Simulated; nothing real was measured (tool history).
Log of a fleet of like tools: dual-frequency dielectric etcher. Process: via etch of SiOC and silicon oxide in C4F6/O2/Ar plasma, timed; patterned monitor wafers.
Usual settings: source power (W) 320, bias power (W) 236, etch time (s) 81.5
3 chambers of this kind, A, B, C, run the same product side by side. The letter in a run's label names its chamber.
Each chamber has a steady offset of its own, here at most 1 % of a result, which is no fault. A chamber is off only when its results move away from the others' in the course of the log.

| run | hour | source power (W) | bias power (W) | etch time (s) | read-back reference wafer on the same gauge, depth_nm | mean etch depth across the wafer (nm) |
|---|---|---|---|---|---|---|
| 1B | 3.2 | 320 | 236 | 81.5 | 77.431 | 92.197 |
| 2C | 6.7 | 320 | 236 | 81.5 | 77.287 | 91.871 |
| 3A | 9.2 | 320 | 236 | 81.5 | 77.444 | 92.042 |
| 4B | 13.7 | 320 | 236 | 81.5 | 77.446 | 92.219 |
|  | 15.5 | chamber A: wet clean of the chamber |
| 5C | 18.7 | 320 | 236 | 81.5 | 77.394 | 93.272 |
| 6A | 23.6 | 320 | 236 | 81.5 | 77.456 | 92.920 |
| 7C | 27.6 | 320 | 236 | 81.5 | 77.334 | 91.978 |
| 8A | 32.5 | 320 | 236 | 81.5 | 77.424 | 92.294 |
| 9B | 36.0 | 320 | 236 | 81.5 | 77.279 | 91.802 |
| 10A | 40.2 | 320 | 236 | 92.5 | 77.487 | 105.350 |
| 11B | 44.7 | 320 | 236 | 92.5 | 77.346 | 104.270 |
| 12C | 47.6 | 320 | 236 | 92.5 | 77.406 | 104.640 |
| 13A | 51.4 | 260 | 272 | 81.5 | 77.361 | 89.637 |
|  | 53.2 | chamber B: wet clean of the chamber |
| 14C | 56.4 | 260 | 272 | 81.5 | 77.388 | 90.177 |
| 15B | 60.0 | 260 | 272 | 81.5 | 77.352 | 93.087 |
| 16C | 64.7 | 270 | 236 | 81.5 | 77.454 | 86.556 |
| 17A | 69.6 | 270 | 236 | 81.5 | 77.396 | 86.508 |
| 18B | 74.6 | 270 | 236 | 81.5 | 77.401 | 89.680 |
| 19B | 77.0 | 320 | 236 | 81.5 | 77.463 | 95.587 |
| 20C | 82.1 | 320 | 236 | 81.5 | 77.429 | 92.621 |
| 21A | 86.1 | 320 | 236 | 81.5 | 77.503 | 91.786 |

All 3 chambers run these settings next. Forecast each chamber's results:
| 22A | 89.8 | 320 | 236 | 81.5 |  | ? |
| 22B | 89.8 | 320 | 236 | 81.5 |  | ? |
| 22C | 89.8 | 320 | 236 | 81.5 |  | ? |

| run | mean etch depth across the wafer (nm) |
|---|---|
| 22A | 92.579 |
| 22B | 96.163 |
| 22C | 92.085 |
